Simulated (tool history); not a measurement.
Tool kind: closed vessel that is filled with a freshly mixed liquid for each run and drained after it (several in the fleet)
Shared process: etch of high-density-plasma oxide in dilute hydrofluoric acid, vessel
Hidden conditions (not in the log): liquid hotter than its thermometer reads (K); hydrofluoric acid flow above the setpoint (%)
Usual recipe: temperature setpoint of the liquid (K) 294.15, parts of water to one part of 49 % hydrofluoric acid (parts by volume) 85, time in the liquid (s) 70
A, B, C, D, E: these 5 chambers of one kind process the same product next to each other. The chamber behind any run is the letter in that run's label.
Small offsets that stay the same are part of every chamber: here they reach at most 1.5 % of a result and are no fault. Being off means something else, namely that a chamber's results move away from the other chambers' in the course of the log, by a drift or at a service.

run   hour  temperature setpoint of the liquid (K)  parts of water to one part of 49 % hydrofluoric acid (parts by volume)  time in the liquid (s)  hours since the thermometer was replaced  hours since the hydrofluoric acid flow meter was replaced  read-back film thickness of the high-density-plasma oxide reference wafer, read on the same gauge (nm)  thickness taken off the high-density-plasma oxide on a monitor wafer (angstrom)
 1B    5.0                                  294.15                                                                      85                      70                                     652.5                                                      727.4                                                                                                  40.008                                                                           41.492
 2A    9.1                                  294.15                                                                      85                      70                                     853.0                                                      599.7                                                                                                  39.982                                                                           41.978
 3D   13.1                                  294.15                                                                      85                      70                                     775.7                                                     1821.7                                                                                                  39.985                                                                           42.527
      13.9  -- chamber B: hydrofluoric acid flow meter replaced
 4C   16.1                                  294.15                                                                      85                      70                                     880.6                                                       93.9                                                                                                  40.021                                                                           41.263
 5E   19.4                                  294.15                                                                      85                      70                                      39.2                                                      410.5                                                                                                  39.967                                                                           42.001
 6B   25.2                                  294.15                                                                      85                      70                                     672.7                                                       11.3                                                                                                  39.999                                                                           42.204
 7D   31.6                                  294.15                                                                      85                      70                                     794.2                                                     1840.2                                                                                                  40.014                                                                           42.402
 8A   35.6                                  294.15                                                                      85                      70                                     879.5                                                      626.2                                                                                                  40.033                                                                           41.845
 9E   39.5                                  294.15                                                                      85                      70                                      59.3                                                      430.6                                                                                                  40.011                                                                           41.800
10C   45.6                                  294.15                                                                      70                      70                                     910.1                                                      123.4                                                                                                  39.998                                                                           50.822
11D   48.4                                  294.15                                                                      70                      70                                     811.0                                                     1857.0                                                                                                  40.016                                                                           51.795
12C   52.3                                  294.15                                                                      70                      70                                     916.8                                                      130.1                                                                                                  39.986                                                                           50.845
13B   55.8                                  294.15                                                                      70                      70                                     703.3                                                       41.9                                                                                                  40.008                                                                           51.364
14A   61.2                                  294.15                                                                      70                      70                                     905.1                                                      651.8                                                                                                  40.011                                                                           52.566
15E   65.8                                  294.15                                                                      85                      70                                      85.6                                                      456.9                                                                                                  39.996                                                                           42.370
16B   69.2                                  294.15                                                                      85                      70                                     716.7                                                       55.3                                                                                                  40.000                                                                           41.508
17D   74.2                                  294.15                                                                      85                      70                                     836.8                                                     1882.8                                                                                                  39.977                                                                           42.787
18C   77.6                                  294.15                                                                      85                      70                                     942.1                                                      155.4                                                                                                  40.025                                                                           41.872
19A   83.1                                  294.15                                                                      85                      70                                     927.0                                                      673.7                                                                                                  39.972                                                                           43.821
20E   88.4                                  294.15                                                                      85                      70                                     108.2                                                      479.5                                                                                                  40.040                                                                           42.166
      90.8  -- chamber D: thermometer replaced
21B   91.9                                  294.15                                                                      85                      70                                     739.4                                                       78.0                                                                                                  39.999                                                                           41.547
22D   96.8                                  294.15                                                                      85                      70                                       6.1                                                     1905.4                                                                                                  39.956                                                                           41.490
23E   99.8                                  294.15                                                                      85                      70                                     119.6                                                      490.9                                                                                                  40.045                                                                           41.767
24C  104.2                                  294.15                                                                      85                      70                                     968.7                                                      182.0                                                                                                  39.959                                                                           41.348
25A  110.7                                  294.15                                                                      85                      70                                     954.6                                                      701.3                                                                                                  40.005                                                                           45.747
26D  114.1                                  294.15                                                                      85                      70                                      23.4                                                     1922.7                                                                                                  40.015                                                                           42.330
27A  119.8                                  294.15                                                                      85                      70                                     963.7                                                      710.4                                                                                                  39.988                                                                           45.753
28C  122.6                                  294.15                                                                      85                      70                                     987.1                                                      200.4                                                                                                  40.048                                                                           41.451
29B  127.2                                  294.15                                                                      85                      70                                     774.7                                                      113.3                                                                                                  39.959                                                                           41.711
30E  131.9                                  294.15                                                                      85                      70                                     151.7                                                      523.0                                                                                                  40.007                                                                           42.138
31C  135.9                                  294.15                                                                      85                      70                                    1000.4                                                      213.7                                                                                                  39.985                                                                           41.195

The same settings go to every chamber for the next run, one line per chamber below. Forecast the results for each:
32A  140.7                                  291.65                                                                      85                      70                                                                                                                                                                                                                                                                                             ?
32B  140.7                                  291.65                                                                      85                      70                                                                                                                                                                                                                                                                                             ?
32C  140.7                                  291.65                                                                      85                      70                                                                                                                                                                                                                                                                                             ?
32D  140.7                                  291.65                                                                      85                      70                                                                                                                                                                                                                                                                                             ?
32E  140.7                                  291.65                                                                      85                      70                                                                                                                                                                                                                                                                                             ?

run  thickness taken off the high-density-plasma oxide on a monitor wafer (angstrom)
32A                                                                           42.536
32B                                                                           37.466
32C                                                                           37.240
32D                                                                           38.468
32E                                                                           37.433
